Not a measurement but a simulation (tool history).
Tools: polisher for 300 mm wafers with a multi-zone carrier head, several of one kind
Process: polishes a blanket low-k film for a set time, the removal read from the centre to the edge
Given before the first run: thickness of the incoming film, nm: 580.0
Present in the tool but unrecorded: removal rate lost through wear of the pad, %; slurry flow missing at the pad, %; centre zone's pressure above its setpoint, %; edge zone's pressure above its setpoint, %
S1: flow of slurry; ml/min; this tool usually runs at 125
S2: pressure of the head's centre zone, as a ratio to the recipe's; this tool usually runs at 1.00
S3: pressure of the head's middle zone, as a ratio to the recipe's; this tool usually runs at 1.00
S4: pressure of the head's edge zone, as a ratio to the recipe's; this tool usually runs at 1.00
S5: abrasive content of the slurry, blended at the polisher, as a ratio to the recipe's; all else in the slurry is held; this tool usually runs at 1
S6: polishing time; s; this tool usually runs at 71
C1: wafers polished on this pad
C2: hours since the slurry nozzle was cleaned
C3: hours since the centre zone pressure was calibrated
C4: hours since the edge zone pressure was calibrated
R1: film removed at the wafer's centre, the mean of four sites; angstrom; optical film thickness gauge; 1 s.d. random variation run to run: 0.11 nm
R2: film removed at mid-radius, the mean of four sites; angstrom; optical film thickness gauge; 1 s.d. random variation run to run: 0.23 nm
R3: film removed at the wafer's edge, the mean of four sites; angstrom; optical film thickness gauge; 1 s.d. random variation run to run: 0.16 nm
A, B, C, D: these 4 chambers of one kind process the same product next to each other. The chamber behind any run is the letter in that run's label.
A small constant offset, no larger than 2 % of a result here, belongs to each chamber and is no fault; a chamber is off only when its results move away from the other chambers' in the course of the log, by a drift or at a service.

{"hour": 10.3, "done": "chamber B: slurry nozzle cleaned"}
{"run": "1D", "hour": 14.4, "S1": 125, "S2": 1.0, "S3": 1.0, "S4": 1.0, "S5": 1, "S6": 71, "C1": 224, "C2": 216.7, "C3": 1123.0, "C4": 286.7, "R1": 177.78, "R2": 178.38, "R3": 177.94}
{"hour": 15.5, "done": "chamber A: slurry nozzle cleaned"}
{"run": "2B", "hour": 22.9, "S1": 125, "S2": 1.0, "S3": 1.0, "S4": 1.0, "S5": 1, "S6": 71, "C1": 499, "C2": 12.7, "C3": 1422.9, "C4": 183.2, "R1": 178.52, "R2": 180.31, "R3": 177.22}
{"run": "3C", "hour": 33.7, "S1": 125, "S2": 1.0, "S3": 1.0, "S4": 1.0, "S5": 1, "S6": 71, "C1": 934, "C2": 495.3, "C3": 256.5, "C4": 64.6, "R1": 175.26, "R2": 175.67, "R3": 177.11}
{"run": "4A", "hour": 40.9, "S1": 125, "S2": 1.0, "S3": 1.0, "S4": 1.0, "S5": 1, "S6": 71, "C1": 475, "C2": 25.4, "C3": 141.5, "C4": 638.2, "R1": 178.02, "R2": 176.07, "R3": 177.62}
{"hour": 47.5, "done": "chamber A: worn pad replaced by a new one"}
{"run": "5D", "hour": 55.1, "S1": 125, "S2": 1.0, "S3": 1.0, "S4": 1.0, "S5": 1, "S6": 71, "C1": 474, "C2": 257.4, "C3": 1163.7, "C4": 327.4, "R1": 178.56, "R2": 177.48, "R3": 175.62}
{"hour": 55.2, "done": "chamber C: worn pad replaced by a new one"}
{"run": "6A", "hour": 65.9, "S1": 125, "S2": 1.0, "S3": 1.0, "S4": 1.11, "S5": 1, "S6": 71, "C1": 113, "C2": 50.4, "C3": 166.5, "C4": 663.2, "R1": 175.13, "R2": 178.44, "R3": 186.45}
{"run": "7C", "hour": 80.8, "S1": 125, "S2": 1.0, "S3": 1.0, "S4": 1.11, "S5": 1, "S6": 71, "C1": 157, "C2": 542.4, "C3": 303.6, "C4": 111.7, "R1": 176.13, "R2": 178.18, "R3": 185.55}
{"run": "8B", "hour": 96.1, "S1": 125, "S2": 1.0, "S3": 1.0, "S4": 1.11, "S5": 1, "S6": 71, "C1": 949, "C2": 85.9, "C3": 1496.1, "C4": 256.4, "R1": 179.34, "R2": 180.26, "R3": 186.85}
{"run": "9D", "hour": 110.0, "S1": 125, "S2": 1.0, "S3": 1.0, "S4": 1.11, "S5": 1, "S6": 71, "C1": 812, "C2": 312.3, "C3": 1218.6, "C4": 382.3, "R1": 177.02, "R2": 179.62, "R3": 188.15}
{"run": "10B", "hour": 120.4, "S1": 125, "S2": 1.0, "S3": 1.0, "S4": 1.0, "S5": 1, "S6": 71, "C1": 1099, "C2": 110.2, "C3": 1520.4, "C4": 280.7, "R1": 178.85, "R2": 177.91, "R3": 174.16}
{"hour": 122.0, "done": "chamber B: centre zone pressure recalibrated"}
{"hour": 123.8, "done": "chamber C: slurry nozzle cleaned"}
{"run": "11A", "hour": 127.3, "S1": 125, "S2": 1.0, "S3": 1.0, "S4": 1.0, "S5": 1, "S6": 71, "C1": 491, "C2": 111.8, "C3": 227.9, "C4": 724.6, "R1": 176.68, "R2": 177.76, "R3": 179.64}
{"hour": 139.8, "done": "chamber A: worn pad replaced by a new one"}
{"run": "12C", "hour": 139.9, "S1": 125, "S2": 1.0, "S3": 1.0, "S4": 1.0, "S5": 1, "S6": 71, "C1": 521, "C2": 16.2, "C3": 362.7, "C4": 170.8, "R1": 177.58, "R2": 181.26, "R3": 178.41}
{"hour": 141.1, "done": "chamber C: centre zone pressure recalibrated"}
{"run": "13A", "hour": 153.5, "S1": 125, "S2": 1.0, "S3": 1.0, "S4": 1.0, "S5": 1, "S6": 71, "C1": 84, "C2": 138.0, "C3": 254.1, "C4": 750.8, "R1": 174.94, "R2": 177.56, "R3": 176.49}
{"run": "14D", "hour": 160.5, "S1": 125, "S2": 1.0, "S3": 1.0, "S4": 1.0, "S5": 1, "S6": 71, "C1": 1123, "C2": 362.8, "C3": 1269.1, "C4": 432.8, "R1": 177.14, "R2": 175.19, "R3": 178.0}
{"hour": 162.4, "done": "chamber D: worn pad replaced by a new one"}
{"run": "15C", "hour": 173.7, "S1": 125, "S2": 1.0, "S3": 1.0, "S4": 1.0, "S5": 1, "S6": 71, "C1": 729, "C2": 50.0, "C3": 32.6, "C4": 204.6, "R1": 175.28, "R2": 174.99, "R3": 176.27}
{"run": "16B", "hour": 187.7, "S1": 125, "S2": 1.0, "S3": 1.0, "S4": 1.0, "S5": 1, "S6": 71, "C1": 1513, "C2": 177.5, "C3": 65.7, "C4": 348.0, "R1": 175.18, "R2": 177.19, "R3": 171.77}
{"run": "17C", "hour": 195.5, "S1": 125, "S2": 1.0, "S3": 0.92, "S4": 1.0, "S5": 1, "S6": 71, "C1": 863, "C2": 71.8, "C3": 54.4, "C4": 226.4, "R1": 177.44, "R2": 165.66, "R3": 176.52}
{"hour": 202.5, "done": "chamber D: centre zone pressure recalibrated"}
{"run": "18D", "hour": 208.7, "S1": 125, "S2": 1.0, "S3": 0.92, "S4": 1.0, "S5": 1, "S6": 71, "C1": 285, "C2": 411.0, "C3": 6.2, "C4": 481.0, "R1": 177.03, "R2": 164.27, "R3": 174.92}
{"run": "19B", "hour": 218.6, "S1": 125, "S2": 1.0, "S3": 0.92, "S4": 1.0, "S5": 1, "S6": 71, "C1": 1704, "C2": 208.4, "C3": 96.6, "C4": 378.9, "R1": 173.35, "R2": 164.03, "R3": 171.99}
{"run": "20A", "hour": 226.5, "S1": 125, "S2": 1.0, "S3": 0.92, "S4": 1.0, "S5": 1, "S6": 71, "C1": 534, "C2": 211.0, "C3": 327.1, "C4": 823.8, "R1": 176.64, "R2": 167.85, "R3": 177.38}
{"hour": 231.6, "done": "chamber A: worn pad replaced by a new one"}
{"run": "21D", "hour": 233.8, "S1": 125, "S2": 1.0, "S3": 1.0, "S4": 1.0, "S5": 1, "S6": 71, "C1": 439, "C2": 436.1, "C3": 31.3, "C4": 506.1, "R1": 178.26, "R2": 176.09, "R3": 176.58}
{"run": "22C", "hour": 246.6, "S1": 125, "S2": 1.0, "S3": 1.0, "S4": 1.0, "S5": 1, "S6": 71, "C1": 1178, "C2": 122.9, "C3": 105.5, "C4": 277.5, "R1": 177.23, "R2": 175.86, "R3": 175.03}
{"hour": 247.2, "done": "chamber C: worn pad replaced by a new one"}
{"run": "23A", "hour": 261.8, "S1": 125, "S2": 1.0, "S3": 1.09, "S4": 1.0, "S5": 1, "S6": 71, "C1": 186, "C2": 246.3, "C3": 362.4, "C4": 859.1, "R1": 177.02, "R2": 186.85, "R3": 175.03}
{"run": "24B", "hour": 268.8, "S1": 125, "S2": 1.0, "S3": 1.09, "S4": 1.0, "S5": 1, "S6": 71, "C1": 2013, "C2": 258.6, "C3": 146.8, "C4": 429.1, "R1": 173.47, "R2": 189.41, "R3": 170.2}
{"hour": 272.3, "done": "chamber B: edge zone pressure recalibrated"}
{"run": "25A", "hour": 276.1, "S1": 125, "S2": 1.0, "S3": 1.09, "S4": 1.0, "S5": 1, "S6": 71, "C1": 274, "C2": 260.6, "C3": 376.7, "C4": 873.4, "R1": 176.91, "R2": 192.37, "R3": 177.55}
{"run": "26D", "hour": 287.5, "S1": 125, "S2": 1.0, "S3": 1.09, "S4": 1.0, "S5": 1, "S6": 71, "C1": 770, "C2": 489.8, "C3": 85.0, "C4": 559.8, "R1": 179.03, "R2": 191.59, "R3": 176.75}
{"run": "27B", "hour": 301.5, "S1": 125, "S2": 1.0, "S3": 1.0, "S4": 1.0, "S5": 1, "S6": 71, "C1": 2214, "C2": 291.3, "C3": 179.5, "C4": 29.2, "R1": 171.54, "R2": 171.58, "R3": 169.48}
{"hour": 304.3, "done": "chamber D: slurry nozzle cleaned"}
{"run": "28C", "hour": 312.7, "S1": 125, "S2": 1.0, "S3": 1.0, "S4": 1.0, "S5": 1, "S6": 71, "C1": 403, "C2": 189.0, "C3": 171.6, "C4": 343.6, "R1": 178.34, "R2": 180.36, "R3": 178.31}
{"hour": 324.2, "done": "chamber A: worn pad replaced by a new one"}
{"run": "29D", "hour": 325.5, "S1": 125, "S2": 1.0, "S3": 1.0, "S4": 1.0, "S5": 1, "S6": 71, "C1": 1004, "C2": 21.3, "C3": 123.0, "C4": 597.8, "R1": 178.17, "R2": 177.52, "R3": 176.83}
{"run": "30B", "hour": 335.7, "S1": 125, "S2": 1.0, "S3": 1.0, "S4": 1.0, "S5": 1, "S6": 71, "C1": 2425, "C2": 325.5, "C3": 213.7, "C4": 63.4, "R1": 171.36, "R2": 174.25, "R3": 166.44}
{"run": "31A", "hour": 343.3, "S1": 125, "S2": 1.0, "S3": 1.0, "S4": 1.0, "S5": 1, "S6": 71, "C1": 117, "C2": 327.8, "C3": 443.9, "C4": 940.6, "R1": 176.29, "R2": 175.98, "R3": 176.52}
{"run": "32C", "hour": 351.1, "S1": 125, "S2": 1.12, "S3": 1.0, "S4": 1.0, "S5": 1, "S6": 71, "C1": 639, "C2": 227.4, "C3": 210.0, "C4": 382.0, "R1": 200.46, "R2": 179.28, "R3": 176.61}
{"hour": 352.8, "done": "chamber D: worn pad replaced by a new one"}
{"hour": 359.0, "done": "chamber C: edge zone pressure recalibrated"}
{"run": "33B", "hour": 359.6, "S1": 125, "S2": 1.12, "S3": 1.0, "S4": 1.0, "S5": 1, "S6": 71, "C1": 2572, "C2": 349.4, "C3": 237.6, "C4": 87.3, "R1": 191.6, "R2": 171.14, "R3": 165.28}
{"run": "34C", "hour": 370.4, "S1": 125, "S2": 1.12, "S3": 1.0, "S4": 1.0, "S5": 1, "S6": 71, "C1": 758, "C2": 246.7, "C3": 229.3, "C4": 11.5, "R1": 199.39, "R2": 173.36, "R3": 176.8}
{"run": "35D", "hour": 385.0, "S1": 125, "S2": 1.12, "S3": 1.0, "S4": 1.0, "S5": 1, "S6": 71, "C1": 198, "C2": 80.8, "C3": 182.5, "C4": 657.3, "R1": 199.25, "R2": 177.3, "R3": 175.82}
{"run": "36A", "hour": 399.3, "S1": 125, "S2": 1.0, "S3": 1.0, "S4": 1.0, "S5": 1, "S6": 71, "C1": 462, "C2": 383.8, "C3": 499.9, "C4": 996.6, "R1": 175.86, "R2": 177.35, "R3": 176.4}
{"hour": 405.8, "done": "chamber A: worn pad replaced by a new one"}
{"run": "37D", "hour": 411.4, "S1": 125, "S2": 1.0, "S3": 1.0, "S4": 1.0, "S5": 1, "S6": 71, "C1": 361, "C2": 107.2, "C3": 208.9, "C4": 683.7, "R1": 179.46, "R2": 178.43, "R3": 174.42}
{"hour": 417.9, "done": "chamber A: slurry nozzle cleaned"}
{"run": "38C", "hour": 418.4, "S1": 125, "S2": 1.0, "S3": 1.0, "S4": 1.0, "S5": 1, "S6": 71, "C1": 1054, "C2": 294.7, "C3": 277.3, "C4": 59.5, "R1": 175.3, "R2": 182.4, "R3": 175.76}
{"run": "39A", "hour": 427.4, "S1": 125, "S2": 1.0, "S3": 1.0, "S4": 1.0, "S5": 1, "S6": 71, "C1": 133, "C2": 9.5, "C3": 528.0, "C4": 1024.7, "R1": 176.35, "R2": 177.94, "R3": 177.55}
{"run": "40B", "hour": 434.8, "S1": 125, "S2": 1.0, "S3": 1.0, "S4": 1.07, "S5": 1, "S6": 71, "C1": 3035, "C2": 424.6, "C3": 312.8, "C4": 162.5, "R1": 168.46, "R2": 170.79, "R3": 169.02}
{"run": "41D", "hour": 445.7, "S1": 125, "S2": 1.0, "S3": 1.0, "S4": 1.07, "S5": 1, "S6": 71, "C1": 572, "C2": 141.5, "C3": 243.2, "C4": 718.0, "R1": 177.61, "R2": 177.86, "R3": 181.07}
{"run": "42C", "hour": 458.8, "S1": 125, "S2": 1.0, "S3": 1.0, "S4": 1.07, "S5": 1, "S6": 71, "C1": 1302, "C2": 335.1, "C3": 317.7, "C4": 99.9, "R1": 178.32, "R2": 179.39, "R3": 183.39}

Next, all 4 chambers run the settings below, one line each with question marks for the results. What does each chamber give?
{"run": "43A", "hour": 469.8, "S1": 125, "S2": 1.0, "S3": 1.0, "S4": 1.0, "S5": 1, "S6": 71, "R1": "?", "R2": "?", "R3": "?"}
{"run": "43B", "hour": 469.8, "S1": 125, "S2": 1.0, "S3": 1.0, "S4": 1.0, "S5": 1, "S6": 71, "R1": "?", "R2": "?", "R3": "?"}
{"run": "43C", "hour": 469.8, "S1": 125, "S2": 1.0, "S3": 1.0, "S4": 1.0, "S5": 1, "S6": 71, "R1": "?", "R2": "?", "R3": "?"}
{"run": "43D", "hour": 469.8, "S1": 125, "S2": 1.0, "S3": 1.0, "S4": 1.0, "S5": 1, "S6": 71, "R1": "?", "R2": "?", "R3": "?"}

run=43A R1=178.44 R2=177.88 R3=178.21
run=43B R1=166.08 R2=165.20 R3=161.14
run=43C R1=177.03 R2=179.78 R3=176.06
run=43D R1=178.42 R2=175.93 R3=177.28

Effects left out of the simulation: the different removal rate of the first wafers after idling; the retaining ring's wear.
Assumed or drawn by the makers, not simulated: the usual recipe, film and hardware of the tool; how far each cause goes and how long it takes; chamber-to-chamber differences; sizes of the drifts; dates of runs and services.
